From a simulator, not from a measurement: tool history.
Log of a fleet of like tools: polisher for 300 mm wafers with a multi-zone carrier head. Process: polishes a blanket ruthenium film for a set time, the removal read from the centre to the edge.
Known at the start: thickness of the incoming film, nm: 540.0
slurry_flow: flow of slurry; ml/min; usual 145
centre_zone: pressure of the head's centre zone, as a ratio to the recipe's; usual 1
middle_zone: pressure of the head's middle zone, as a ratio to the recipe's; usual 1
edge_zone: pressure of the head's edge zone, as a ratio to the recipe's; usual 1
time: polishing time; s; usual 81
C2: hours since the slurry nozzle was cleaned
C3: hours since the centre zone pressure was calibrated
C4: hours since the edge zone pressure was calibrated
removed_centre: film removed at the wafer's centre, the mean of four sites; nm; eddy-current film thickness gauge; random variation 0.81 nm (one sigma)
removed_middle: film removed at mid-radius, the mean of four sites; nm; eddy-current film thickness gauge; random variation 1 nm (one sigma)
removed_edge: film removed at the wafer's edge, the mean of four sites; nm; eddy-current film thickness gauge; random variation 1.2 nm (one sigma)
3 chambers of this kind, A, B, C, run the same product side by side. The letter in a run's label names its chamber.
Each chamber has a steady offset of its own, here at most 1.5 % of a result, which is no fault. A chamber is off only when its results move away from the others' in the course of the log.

-- hour=0.7 chamber A: worn pad replaced by a new one
run 1A hour=9.1 | slurry_flow=145 centre_zone=1 middle_zone=1 edge_zone=1 time=81 | wafers_polished_on_this_pad=95 C2=567.2 C3=1517.7 C4=978.7 | removed_centre=86.96 removed_middle=86.04 removed_edge=87.278
run 2C hour=17.1 | slurry_flow=145 centre_zone=1 middle_zone=1 edge_zone=1 time=81 | wafers_polished_on_this_pad=465 C2=115.4 C3=313.8 C4=686.7 | removed_centre=88.449 removed_middle=88.726 removed_edge=88.979
-- hour=17.7 chamber B: worn pad replaced by a new one
run 3B hour=22.6 | slurry_flow=145 centre_zone=1 middle_zone=1 edge_zone=1 time=81 | wafers_polished_on_this_pad=55 C2=258.8 C3=417.5 C4=685.1 | removed_centre=87.496 removed_middle=88.349 removed_edge=90.583
run 4A hour=27.4 | slurry_flow=145 centre_zone=1 middle_zone=1 edge_zone=1 time=81 | wafers_polished_on_this_pad=303 C2=585.5 C3=1536 C4=997 | removed_centre=87.038 removed_middle=87.975 removed_edge=85.817
run 5C hour=35.8 | slurry_flow=145 centre_zone=1 middle_zone=1 edge_zone=1 time=81 | wafers_polished_on_this_pad=677 C2=134.1 C3=332.5 C4=705.4 | removed_centre=88.208 removed_middle=88.443 removed_edge=89.434
run 6B hour=41.4 | slurry_flow=145 centre_zone=1 middle_zone=1 edge_zone=1 time=81 | wafers_polished_on_this_pad=268 C2=277.6 C3=436.3 C4=703.9 | removed_centre=87.893 removed_middle=88.228 removed_edge=89.657
-- hour=45 chamber A: centre zone pressure recalibrated
run 7B hour=51 | slurry_flow=145 centre_zone=1 middle_zone=1 edge_zone=1 time=81 | wafers_polished_on_this_pad=377 C2=287.2 C3=445.9 C4=713.5 | removed_centre=90.239 removed_middle=87.992 removed_edge=91.047
run 8C hour=61.4 | slurry_flow=105 centre_zone=1 middle_zone=1 edge_zone=1 time=81 | wafers_polished_on_this_pad=967 C2=159.7 C3=358.1 C4=731 | removed_centre=79.891 removed_middle=82.219 removed_edge=83.453
run 9A hour=66.4 | slurry_flow=105 centre_zone=1 middle_zone=1 edge_zone=1 time=81 | wafers_polished_on_this_pad=745 C2=624.5 C3=21.4 C4=1036 | removed_centre=79.5 removed_middle=79.41 removed_edge=86.004
-- hour=67.5 chamber C: worn pad replaced by a new one
-- hour=67.6 chamber B: worn pad replaced by a new one
-- hour=69.7 chamber A: slurry nozzle cleaned
run 10C hour=71.8 | slurry_flow=105 centre_zone=1 middle_zone=1 edge_zone=1 time=81 | wafers_polished_on_this_pad=49 C2=170.1 C3=368.5 C4=741.4 | removed_centre=79.039 removed_middle=80.709 removed_edge=83.913
-- hour=76.4 chamber A: worn pad replaced by a new one
run 11A hour=76.5 | slurry_flow=145 centre_zone=1 middle_zone=1 edge_zone=1 time=81 | wafers_polished_on_this_pad=1 C2=6.9 C3=31.5 C4=1046.1 | removed_centre=87.407 removed_middle=87.911 removed_edge=90.519
run 12B hour=86.8 | slurry_flow=145 centre_zone=0.95 middle_zone=1 edge_zone=1 time=81 | wafers_polished_on_this_pad=217 C2=323 C3=481.7 C4=749.3 | removed_centre=84.033 removed_middle=88.117 removed_edge=88.603
run 13C hour=92.1 | slurry_flow=145 centre_zone=0.95 middle_zone=1 edge_zone=1 time=81 | wafers_polished_on_this_pad=279 C2=190.4 C3=388.8 C4=761.7 | removed_centre=80.71 removed_middle=85.477 removed_edge=89.36
run 14A hour=100.9 | slurry_flow=145 centre_zone=0.95 middle_zone=1 edge_zone=1 time=81 | wafers_polished_on_this_pad=278 C2=31.3 C3=55.9 C4=1070.5 | removed_centre=85 removed_middle=87.259 removed_edge=87.084
run 15B hour=109.3 | slurry_flow=145 centre_zone=1 middle_zone=1 edge_zone=1 time=81 | wafers_polished_on_this_pad=472 C2=345.5 C3=504.2 C4=771.8 | removed_centre=89.966 removed_middle=89.976 removed_edge=88.144
-- hour=109.8 chamber C: centre zone pressure recalibrated
-- hour=114.3 chamber B: worn pad replaced by a new one
run 16C hour=114.5 | slurry_flow=145 centre_zone=1 middle_zone=1 edge_zone=1 time=81 | wafers_polished_on_this_pad=533 C2=212.8 C3=4.7 C4=784.1 | removed_centre=85.635 removed_middle=85.526 removed_edge=88.522
run 17A hour=121.5 | slurry_flow=105 centre_zone=1 middle_zone=1 edge_zone=1 time=65 | wafers_polished_on_this_pad=511 C2=51.9 C3=76.5 C4=1091.1 | removed_centre=64.258 removed_middle=64.768 removed_edge=68.2
run 18B hour=129.4 | slurry_flow=105 centre_zone=1 middle_zone=1 edge_zone=1 time=65 | wafers_polished_on_this_pad=172 C2=365.6 C3=524.3 C4=791.9 | removed_centre=65.85 removed_middle=65.789 removed_edge=67.379
run 19C hour=134.9 | slurry_flow=105 centre_zone=1 middle_zone=1 edge_zone=1 time=65 | wafers_polished_on_this_pad=764 C2=233.2 C3=25.1 C4=804.5 | removed_centre=62.412 removed_middle=63.144 removed_edge=65.731
run 20A hour=143.5 | slurry_flow=145 centre_zone=1 middle_zone=1 edge_zone=1 time=81 | wafers_polished_on_this_pad=760 C2=73.9 C3=98.5 C4=1113.1 | removed_centre=88.871 removed_middle=88.338 removed_edge=90.984
-- hour=149 chamber A: worn pad replaced by a new one
run 21B hour=152.5 | slurry_flow=145 centre_zone=1 middle_zone=1 edge_zone=1 time=70 | wafers_polished_on_this_pad=433 C2=388.7 C3=547.4 C4=815 | removed_centre=75.223 removed_middle=77.877 removed_edge=79.248
run 22C hour=160.5 | slurry_flow=145 centre_zone=1 middle_zone=1 edge_zone=1 time=70 | wafers_polished_on_this_pad=1054 C2=258.8 C3=50.7 C4=830.1 | removed_centre=72.603 removed_middle=74.271 removed_edge=75.872
-- hour=165.6 chamber B: worn pad replaced by a new one
run 23A hour=166.5 | slurry_flow=145 centre_zone=1 middle_zone=1 edge_zone=1 time=70 | wafers_polished_on_this_pad=198 C2=96.9 C3=121.5 C4=1136.1 | removed_centre=74.45 removed_middle=74.636 removed_edge=74.723
-- hour=168.7 chamber C: worn pad replaced by a new one
run 24B hour=175.8 | slurry_flow=145 centre_zone=1 middle_zone=1 edge_zone=1 time=81 | wafers_polished_on_this_pad=116 C2=412 C3=570.7 C4=838.3 | removed_centre=88.471 removed_middle=89.697 removed_edge=90.767
-- hour=179.9 chamber B: centre zone pressure recalibrated
run 25A hour=182.9 | slurry_flow=145 centre_zone=1 middle_zone=1 edge_zone=1 time=81 | wafers_polished_on_this_pad=384 C2=113.3 C3=137.9 C4=1152.5 | removed_centre=88.146 removed_middle=86.956 removed_edge=88.989
run 26C hour=193.4 | slurry_flow=145 centre_zone=1 middle_zone=1 edge_zone=1 time=81 | wafers_polished_on_this_pad=280 C2=291.7 C3=83.6 C4=863 | removed_centre=83.9 removed_middle=81.24 removed_edge=87.227
-- hour=198.6 chamber C: edge zone pressure recalibrated
run 27B hour=199.7 | slurry_flow=145 centre_zone=1 middle_zone=1 edge_zone=1 time=81 | wafers_polished_on_this_pad=387 C2=435.9 C3=19.9 C4=862.2 | removed_centre=88.114 removed_middle=89.986 removed_edge=88.015
run 28A hour=209.6 | slurry_flow=145 centre_zone=1 middle_zone=1 edge_zone=1 time=81 | wafers_polished_on_this_pad=687 C2=140 C3=164.6 C4=1179.2 | removed_centre=88.855 removed_middle=87.915 removed_edge=89.446
-- hour=213.7 chamber B: worn pad replaced by a new one
run 29B hour=218.8 | slurry_flow=145 centre_zone=1 middle_zone=1 edge_zone=1 time=81 | wafers_polished_on_this_pad=58 C2=455 C3=39 C4=881.3 | removed_centre=87.779 removed_middle=88.581 removed_edge=89.504
run 30C hour=228 | slurry_flow=145 centre_zone=1.08 middle_zone=1 edge_zone=1 time=107 | wafers_polished_on_this_pad=672 C2=326.3 C3=118.2 C4=29.5 | removed_centre=117.64 removed_middle=110.66 removed_edge=111.87
run 31B hour=237.1 | slurry_flow=145 centre_zone=1.08 middle_zone=1 edge_zone=1 time=107 | wafers_polished_on_this_pad=266 C2=473.3 C3=57.3 C4=899.6 | removed_centre=126.21 removed_middle=117.85 removed_edge=118.78

All 3 chambers run these settings next. Forecast each chamber's results:
run 32A hour=244.7 | slurry_flow=145 centre_zone=1 middle_zone=1 edge_zone=1 time=81 | removed_centre=? removed_middle=? removed_edge=?
run 32B hour=244.7 | slurry_flow=145 centre_zone=1 middle_zone=1 edge_zone=1 time=81 | removed_centre=? removed_middle=? removed_edge=?
run 32C hour=244.7 | slurry_flow=145 centre_zone=1 middle_zone=1 edge_zone=1 time=81 | removed_centre=? removed_middle=? removed_edge=?

run=32A removed_centre=88.166 removed_middle=87.788 removed_edge=87.349
run=32B removed_centre=88.242 removed_middle=88.399 removed_edge=92.553
run=32C removed_centre=82.863 removed_middle=80.428 removed_edge=83.672
